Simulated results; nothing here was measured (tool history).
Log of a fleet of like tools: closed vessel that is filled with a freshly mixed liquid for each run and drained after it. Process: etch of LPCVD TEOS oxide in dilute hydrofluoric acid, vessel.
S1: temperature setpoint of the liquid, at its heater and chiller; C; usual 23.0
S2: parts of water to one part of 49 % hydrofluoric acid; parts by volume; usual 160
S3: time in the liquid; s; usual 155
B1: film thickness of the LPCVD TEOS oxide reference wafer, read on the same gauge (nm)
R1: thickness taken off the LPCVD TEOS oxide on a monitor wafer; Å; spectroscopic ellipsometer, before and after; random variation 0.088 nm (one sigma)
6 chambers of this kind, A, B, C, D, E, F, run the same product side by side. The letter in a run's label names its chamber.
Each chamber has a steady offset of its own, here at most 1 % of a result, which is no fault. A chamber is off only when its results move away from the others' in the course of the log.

run	day	S1	S2	S3	B1	R1
1A	0.233	23.0	160	155	130.01	167.800
2E	0.575	23.0	160	155	130.00	166.280
3D	0.746	23.0	160	155	130.01	165.890
4C	1.054	23.0	160	155	130.01	166.200
5F	1.229	23.0	160	155	130.00	167.330
6B	1.533	20.5	120	155	130.00	207.010
7C	1.842	20.5	120	155	129.98	212.450
8A	2.017	20.5	120	155	129.99	212.690
9D	2.296	20.5	120	155	130.00	210.280
10F	2.525	20.5	120	155	130.03	211.420
11E	2.700	20.5	120	155	130.02	209.860
12B	3.008	23.0	160	155	129.98	163.680
13E	3.171	23.0	160	155	130.02	169.060
14C	3.450	23.0	160	155	129.99	165.700
15B	3.642	23.0	220	120	129.99	87.152
16F	3.938	23.0	220	120	130.02	88.110
17A	4.117	23.0	220	120	129.99	88.505
18D	4.342	23.0	220	120	129.99	87.097
19B	4.571	23.0	220	120	130.01	88.243
20D	4.783	23.0	220	120	129.99	86.330
21C	5.096	23.0	160	155	130.01	163.100
22E	5.300	18.0	160	155	130.01	138.000
23A	5.525	18.0	160	155	130.01	137.890
# day 5.754: chamber E: hydrofluoric acid flow meter replaced
24F	5.850	18.0	160	155	130.01	136.880
25A	6.154	18.0	160	155	130.02	139.930
26D	6.504	18.0	160	155	130.00	134.000
27E	6.654	18.0	160	155	130.00	137.810
28B	6.908	23.0	160	155	130.01	165.220
29C	7.188	23.0	160	155	130.02	161.290
30F	7.346	23.0	160	80	130.00	85.716
31C	7.675	23.0	160	80	130.00	81.517
32E	7.867	23.0	160	80	130.01	87.003
33F	8.154	23.0	160	80	130.01	85.496
34B	8.329	23.0	160	80	130.01	85.303
35D	8.596	23.0	160	80	130.01	85.673
36A	8.821	23.0	160	155	130.00	166.340
37F	9.021	23.0	160	155	130.02	167.010
38D	9.275	23.0	160	155	130.01	164.580
39A	9.596	23.0	160	155	129.98	168.000

All 6 chambers run these settings next. Forecast each chamber's results:
40A	9.850	23.0	160	210		?
40B	9.850	23.0	160	210		?
40C	9.850	23.0	160	210		?
40D	9.850	23.0	160	210		?
40E	9.850	23.0	160	210		?
40F	9.850	23.0	160	210		?

run	R1
40A	228.420
40B	225.020
40C	209.040
40D	225.490
40E	226.430
40F	224.430
